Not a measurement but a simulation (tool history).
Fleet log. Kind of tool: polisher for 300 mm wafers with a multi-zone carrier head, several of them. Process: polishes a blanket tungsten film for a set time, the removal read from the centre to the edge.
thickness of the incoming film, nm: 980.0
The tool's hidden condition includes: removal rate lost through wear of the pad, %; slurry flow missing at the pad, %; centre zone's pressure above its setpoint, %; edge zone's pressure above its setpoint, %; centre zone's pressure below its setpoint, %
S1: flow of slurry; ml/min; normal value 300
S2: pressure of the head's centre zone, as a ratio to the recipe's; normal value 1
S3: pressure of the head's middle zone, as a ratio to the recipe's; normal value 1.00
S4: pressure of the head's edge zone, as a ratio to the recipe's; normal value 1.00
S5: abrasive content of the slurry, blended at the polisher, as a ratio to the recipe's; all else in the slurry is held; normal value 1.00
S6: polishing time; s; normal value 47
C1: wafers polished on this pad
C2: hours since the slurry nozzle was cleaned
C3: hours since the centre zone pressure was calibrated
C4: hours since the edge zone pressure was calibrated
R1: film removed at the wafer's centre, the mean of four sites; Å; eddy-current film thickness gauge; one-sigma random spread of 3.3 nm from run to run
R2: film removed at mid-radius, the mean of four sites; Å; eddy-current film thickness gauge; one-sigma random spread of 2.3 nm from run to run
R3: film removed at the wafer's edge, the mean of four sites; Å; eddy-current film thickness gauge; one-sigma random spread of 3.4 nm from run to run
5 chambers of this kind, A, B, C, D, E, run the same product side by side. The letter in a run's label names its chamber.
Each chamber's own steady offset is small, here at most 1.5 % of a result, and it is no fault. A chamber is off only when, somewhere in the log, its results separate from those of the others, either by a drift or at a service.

run	hour	S1	S2	S3	S4	S5	S6	C1	C2	C3	C4	R1	R2	R3
# hour 4.6: chamber E: worn pad replaced by a new one
# hour 9.5: chamber B: worn pad replaced by a new one
1B	11.5	300	1	1.00	1.00	1.00	47	15	56.6	1010.9	1059.2	3503.4	3526.4	3543.8
2C	25.8	300	1	1.00	1.00	1.00	47	526	332.4	43.2	715.5	3635.1	3504.2	3515.1
# hour 32.0: chamber A: edge zone pressure recalibrated
# hour 32.7: chamber A: worn pad replaced by a new one
# hour 32.8: chamber D: worn pad replaced by a new one
3D	40.3	300	1	1.00	1.00	1.00	47	57	472.9	735.8	410.5	3496.3	3605.3	3515.8
4A	53.1	300	1	1.00	1.00	1.00	47	155	157.6	324.1	21.1	3554.9	3512.7	3525.9
# hour 55.4: chamber B: edge zone pressure recalibrated
5E	62.8	300	1	1.00	1.00	1.00	47	440	745.8	284.8	226.2	3438.4	3528.8	3507.5
# hour 68.4: chamber B: centre zone pressure recalibrated
6D	75.5	300	1	1.00	1.00	1.00	47	323	508.1	771.0	445.7	3523.1	3539.4	3420.3
7E	90.0	300	1	1.00	1.00	1.00	47	646	773.0	312.0	253.4	3465.5	3531.3	3549.9
# hour 92.7: chamber B: worn pad replaced by a new one
# hour 95.1: chamber C: worn pad replaced by a new one
8A	101.3	335	1	1.00	1.00	1.00	47	519	205.8	372.3	69.3	3549.7	3534.7	3595.3
# hour 109.6: chamber A: worn pad replaced by a new one
9C	109.7	335	1	1.00	1.00	1.00	47	111	416.3	127.1	799.4	3618.7	3538.4	3542.4
# hour 114.4: chamber D: worn pad replaced by a new one
# hour 119.3: chamber E: worn pad replaced by a new one
10B	122.7	335	1	1.00	1.00	1.00	47	227	167.8	54.3	67.4	3492.8	3588.4	3525.2
11D	130.4	335	1	1.00	1.00	1.00	47	121	563.0	825.9	500.6	3589.1	3606.3	3492.7
12A	142.0	335	1	1.00	1.00	1.00	47	245	246.5	413.0	110.0	3548.0	3537.2	3592.7
13B	154.1	300	1	0.88	1.00	1.00	47	464	199.2	85.7	98.8	3493.8	3148.0	3586.4
14C	165.2	300	1	0.88	1.00	1.00	47	531	471.8	182.6	854.9	3598.4	3136.2	3504.2
15E	178.3	300	1	0.88	1.00	1.00	47	446	861.3	400.3	341.7	3366.1	3179.9	3593.8
16D	189.0	300	1	0.88	1.00	1.00	47	565	621.6	884.5	559.2	3520.0	3135.3	3489.7
# hour 195.0: chamber B: worn pad replaced by a new one
# hour 196.7: chamber A: worn pad replaced by a new one
17C	203.7	300	1	0.88	1.00	1.00	47	822	510.3	221.1	893.4	3579.7	3107.4	3551.3
# hour 207.4: chamber D: worn pad replaced by a new one
18A	214.0	300	1	1.00	1.00	1.00	47	131	318.5	485.0	182.0	3479.7	3499.7	3510.6
19E	220.8	300	1	1.00	1.00	1.25	47	768	903.8	442.8	384.2	3572.1	3745.8	3729.9
# hour 224.5: chamber E: worn pad replaced by a new one
20B	229.5	300	1	1.00	1.00	1.25	47	261	274.6	161.1	174.2	3664.6	3748.1	3709.1
# hour 236.9: chamber E: edge zone pressure recalibrated
21A	240.8	300	1	1.00	1.00	1.25	47	333	345.3	511.8	208.8	3647.9	3713.8	3693.6
# hour 245.1: chamber C: worn pad replaced by a new one
22D	251.7	300	1	1.00	1.00	1.25	47	335	684.3	947.2	621.9	3680.7	3790.7	3653.3
# hour 260.2: chamber C: slurry nozzle cleaned
23E	261.8	300	1	1.00	1.00	1.25	47	282	944.8	483.8	25.0	3528.6	3712.2	3735.4
24C	271.4	350	1	1.00	1.11	1.00	47	199	11.3	288.8	961.1	3612.0	3543.1	3739.1
# hour 279.1: chamber B: worn pad replaced by a new one
# hour 282.4: chamber A: worn pad replaced by a new one
25B	283.9	350	1	1.00	1.11	1.00	47	36	329.0	215.5	228.6	3586.2	3606.9	3783.9
26A	292.4	350	1	1.00	1.11	1.00	47	75	396.9	563.4	260.4	3501.9	3578.8	3848.0
27B	304.1	350	1	1.00	1.11	1.00	47	189	349.2	235.7	248.8	3590.9	3589.0	3788.3
# hour 305.6: chamber D: worn pad replaced by a new one
# hour 308.8: chamber E: slurry nozzle cleaned
28E	317.0	350	1	1.00	1.11	1.00	47	700	8.3	539.0	80.2	3400.1	3611.5	3828.2
29C	329.6	300	1	1.00	1.00	1.00	47	639	69.5	347.0	1019.3	3493.6	3531.5	3507.5
# hour 334.1: chamber E: worn pad replaced by a new one
30D	338.5	300	1	1.00	1.00	1.00	47	249	771.1	1034.0	708.7	3466.8	3577.3	3540.8
31B	345.6	300	1	1.00	1.00	1.00	47	503	390.7	277.2	290.3	3503.0	3546.8	3494.2
32A	352.2	350	1	1.00	1.04	1.00	47	528	456.7	623.2	320.2	3515.8	3540.8	3641.8
# hour 360.8: chamber A: worn pad replaced by a new one
33C	365.6	350	1	1.00	1.04	1.00	47	912	105.5	383.0	1055.3	3607.3	3534.8	3702.2
# hour 370.5: chamber B: worn pad replaced by a new one
34E	374.4	350	1	1.00	1.04	1.00	47	305	65.7	596.4	137.6	3288.1	3581.5	3686.1
35D	381.2	350	1	1.00	1.04	1.00	47	572	813.8	1076.7	751.4	3579.9	3608.0	3571.4
# hour 383.1: chamber D: worn pad replaced by a new one
36C	394.9	350	1	1.00	1.04	1.00	47	1133	134.8	412.3	1084.6	3582.1	3567.8	3650.6
37A	406.8	300	1	1.00	1.00	1.00	47	348	511.3	677.8	374.8	3531.1	3522.4	3576.5
38E	419.0	300	1	1.00	1.00	1.00	47	643	110.3	641.0	182.2	3186.8	3544.5	3487.8
# hour 426.5: chamber B: slurry nozzle cleaned
# hour 427.6: chamber D: slurry nozzle cleaned
39B	430.9	300	1	1.04	1.00	1.00	47	457	4.4	362.5	375.6	3514.7	3664.5	3587.9
# hour 439.3: chamber E: worn pad replaced by a new one
40D	440.8	300	1	1.04	1.00	1.00	47	437	13.2	1136.3	811.0	3537.4	3692.8	3536.3
41E	448.9	300	1	1.04	1.00	1.00	47	73	140.2	670.9	212.1	3184.5	3650.4	3545.6

Next, every chamber runs the same settings. What will each give?
42A	459.5	220	1	1.00	1.00	1.00	47					?	?	?
42B	459.5	220	1	1.00	1.00	1.00	47					?	?	?
42C	459.5	220	1	1.00	1.00	1.00	47					?	?	?
42D	459.5	220	1	1.00	1.00	1.00	47					?	?	?
42E	459.5	220	1	1.00	1.00	1.00	47					?	?	?

run	R1	R2	R3
42A	3331.1	3381.3	3388.7
42B	3359.8	3419.8	3447.0
42C	3401.7	3415.5	3437.9
42D	3414.8	3434.4	3392.6
42E	3104.8	3397.4	3405.2
